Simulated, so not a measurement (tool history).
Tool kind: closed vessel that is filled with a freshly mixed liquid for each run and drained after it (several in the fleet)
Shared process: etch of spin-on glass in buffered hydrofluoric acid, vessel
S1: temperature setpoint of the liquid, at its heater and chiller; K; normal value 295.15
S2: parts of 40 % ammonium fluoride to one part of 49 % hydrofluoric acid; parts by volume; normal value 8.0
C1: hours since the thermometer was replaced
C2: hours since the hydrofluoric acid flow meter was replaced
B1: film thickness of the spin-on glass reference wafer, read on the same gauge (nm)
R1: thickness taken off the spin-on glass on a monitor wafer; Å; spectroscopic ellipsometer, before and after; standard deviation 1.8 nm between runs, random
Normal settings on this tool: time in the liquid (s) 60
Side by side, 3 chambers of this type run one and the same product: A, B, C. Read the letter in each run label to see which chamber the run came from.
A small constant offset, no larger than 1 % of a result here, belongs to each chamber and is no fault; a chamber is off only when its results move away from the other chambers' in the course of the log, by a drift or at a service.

Run 1B, hour 5.2: usual settings; C1 837.5; C2 1013.1; B1 99.997. Result: R1 2533.3 Å.
Run 2A, hour 9.3: usual settings; C1 585.1; C2 1568.3; B1 100.030. Result: R1 2495.8 Å.
Run 3C, hour 12.9: usual settings; C1 560.0; C2 2023.7; B1 99.970. Result: R1 2496.2 Å.
Run 4C, hour 17.8: usual settings; C1 564.9; C2 2028.6; B1 100.030. Result: R1 2529.3 Å.
Run 5A, hour 20.5: usual settings; C1 596.3; C2 1579.5; B1 99.978. Result: R1 2497.5 Å.
Run 6B, hour 24.1: usual settings; C1 856.4; C2 1032.0; B1 99.982. Result: R1 2539.9 Å.
Run 7B, hour 26.9: usual settings; C1 859.2; C2 1034.8; B1 99.979. Result: R1 2530.2 Å.
Run 8C, hour 29.3: usual settings; C1 576.4; C2 2040.1; B1 99.999. Result: R1 2511.6 Å.
Run 9A, hour 32.4: usual settings; C1 608.2; C2 1591.4; B1 100.030. Result: R1 2480.1 Å.
Run 10B, hour 37.6: usual settings but S1 298.15 K; C1 869.9; C2 1045.5; B1 100.020. Result: R1 3060.8 Å.
Run 11C, hour 39.9: usual settings but S1 298.15 K; C1 587.0; C2 2050.7; B1 99.988. Result: R1 2950.7 Å.
Run 12A, hour 45.2: usual settings but S1 298.15 K; C1 621.0; C2 1604.2; B1 99.960. Result: R1 2989.7 Å.
Run 13C, hour 47.9: usual settings; C1 595.0; C2 2058.7; B1 100.000. Result: R1 2487.6 Å.
At hour 51.7: chamber C: hydrofluoric acid flow meter replaced.
Run 14B, hour 51.9: usual settings; C1 884.2; C2 1059.8; B1 99.966. Result: R1 2603.7 Å.
Run 15A, hour 55.8: usual settings; C1 631.6; C2 1614.8; B1 100.000. Result: R1 2490.1 Å.
Run 16C, hour 58.4: usual settings but S2 6.0 parts by volume, time in the liquid (s) 75; C1 605.5; C2 6.7; B1 99.994. Result: R1 4058.0 Å.
Run 17A, hour 60.9: usual settings but S2 6.0 parts by volume, time in the liquid (s) 75; C1 636.7; C2 1619.9; B1 100.020. Result: R1 4141.7 Å.
Run 18B, hour 64.2: usual settings but S2 6.0 parts by volume, time in the liquid (s) 75; C1 896.5; C2 1072.1; B1 99.989. Result: R1 4240.3 Å.
At hour 67.2: chamber A: hydrofluoric acid flow meter replaced.
Run 19B, hour 67.5: usual settings but S1 297.65 K, S2 5.0 parts by volume; C1 899.8; C2 1075.4; B1 100.040. Result: R1 4573.4 Å.
Run 20C, hour 70.9: usual settings but S1 297.65 K, S2 5.0 parts by volume; C1 618.0; C2 19.2; B1 100.000. Result: R1 4424.9 Å.
Run 21A, hour 76.1: usual settings but S1 297.65 K, S2 5.0 parts by volume; C1 651.9; C2 9.0; B1 99.984. Result: R1 4471.2 Å.
Run 22B, hour 79.7: usual settings but S2 7.0 parts by volume; C1 912.0; C2 1087.6; B1 100.050. Result: R1 3019.1 Å.
Run 23A, hour 82.6: usual settings but S2 7.0 parts by volume; C1 658.4; C2 15.5; B1 99.980. Result: R1 2877.0 Å.
Run 24C, hour 85.6: usual settings but S2 7.0 parts by volume; C1 632.7; C2 33.9; B1 100.020. Result: R1 2897.9 Å.
Run 25A, hour 88.1: usual settings; C1 663.9; C2 21.0; B1 100.070. Result: R1 2508.6 Å.
Run 26C, hour 92.6: usual settings; C1 639.7; C2 40.9; B1 99.970. Result: R1 2472.1 Å.
Run 27B, hour 97.8: usual settings; C1 930.1; C2 1105.7; B1 100.010. Result: R1 2694.1 Å.
Run 28A, hour 100.2: usual settings; C1 676.0; C2 33.1; B1 100.020. Result: R1 2487.1 Å.
Run 29C, hour 102.8: usual settings; C1 649.9; C2 51.1; B1 100.060. Result: R1 2535.2 Å.
Run 30B, hour 106.4: usual settings but S1 293.15 K, time in the liquid (s) 75; C1 938.7; C2 1114.3; B1 100.020. Result: R1 3034.9 Å.
Run 31A, hour 109.1: usual settings but S1 293.15 K, time in the liquid (s) 75; C1 684.9; C2 42.0; B1 100.010. Result: R1 2770.8 Å.

The same settings go to every chamber for the next run, one line per chamber below. Forecast the results for each:
Run 32A, hour 112.9: usual settings but S2 10.5 parts by volume. Result: R1 ?.
Run 32B, hour 112.9: usual settings but S2 10.5 parts by volume. Result: R1 ?.
Run 32C, hour 112.9: usual settings but S2 10.5 parts by volume. Result: R1 ?.

run      R1
32A  1954.8
32B  2126.3
32C  1954.3
